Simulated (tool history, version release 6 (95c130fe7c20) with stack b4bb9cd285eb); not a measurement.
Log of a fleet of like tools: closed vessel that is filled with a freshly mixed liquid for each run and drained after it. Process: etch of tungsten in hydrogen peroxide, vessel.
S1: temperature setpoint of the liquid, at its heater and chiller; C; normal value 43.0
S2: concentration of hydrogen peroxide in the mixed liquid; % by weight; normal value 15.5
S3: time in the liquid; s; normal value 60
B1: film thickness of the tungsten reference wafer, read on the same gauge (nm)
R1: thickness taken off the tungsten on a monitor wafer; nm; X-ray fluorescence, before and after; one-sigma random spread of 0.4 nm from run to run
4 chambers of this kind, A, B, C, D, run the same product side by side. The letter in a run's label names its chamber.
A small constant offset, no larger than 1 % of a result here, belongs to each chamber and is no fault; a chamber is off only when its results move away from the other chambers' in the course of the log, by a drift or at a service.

run    day    S1    S2  S3      B1      R1
 1B  0.192  43.0  15.5  60  90.015  57.070
 2C  0.412  43.0  15.5  60  90.008  56.752
 3D  0.638  43.0  15.5  60  89.996  58.031
 4A  0.838  43.0  15.5  60  90.009  58.460
 5D  0.933  43.0  15.5  60  90.017  57.972
 6B  1.083  43.0  15.5  60  89.979  56.966
 7A  1.212  43.0  15.5  60  90.009  58.443
 8C  1.367  43.0  15.5  60  89.973  57.460
 9B  1.538  43.0  15.5  60  89.959  56.845
10C  1.688  43.0  15.5  60  90.010  56.979
11A  1.888  43.0  15.5  60  89.973  58.044
12D  2.083  43.0  15.5  60  90.014  58.878
13C  2.200  43.0  15.5  60  89.973  56.954
14D  2.338  39.0  15.5  35  90.012  26.274
15B  2.504  39.0  15.5  35  90.030  25.271
16A  2.646  39.0  15.5  35  90.014  26.059
17B  2.862  39.0  15.5  35  90.007  24.431
18A  3.004  36.5  15.5  30  89.980  19.126
19D  3.204  36.5  15.5  30  89.960  18.738
20C  3.392  36.5  15.5  30  89.978  18.615
21A  3.600  36.5  15.5  30  89.991  19.158
22B  3.738  43.0  15.5  60  90.020  53.087
23C  3.879  43.0  15.5  60  90.015  57.279
24D  4.062  43.0  13.5  60  89.974  54.252
25C  4.175  43.0  13.5  60  90.007  53.334

Decide between three cases: one chamber stands off from its peers, the gauge reading all wafers drifts, or nothing is wrong past each chamber's small offset. Where a chamber is off, say which and what most likely put it there.

Chamber B drifts away from the others.
What lies behind it: liquid colder than its thermometer reads (K) = 1.47.

Chamber B could run next with any of the 4 candidate recipes listed below; each alters the usual settings, and their results appear as question marks. Which one brings its results back in line with what the other chambers deliver on the usual settings?
In line means no further than this from the other chambers' mean on the usual settings: R1 1.400 nm
26B-1  4.338  43.0  14.0  60       ?
26B-2  4.338  41.5  15.5  60       ?
26B-3  4.338  43.0  17.0  60       ?
26B-4  4.338  43.0  19.0  60       ?

Usual-settings mean across the other chambers: R1 57.636 nm
  run      R1
26B-1  49.357
26B-2  47.089
26B-3  54.309
26B-4  57.373
It is 26B-4 that realigns the chamber with its peers.
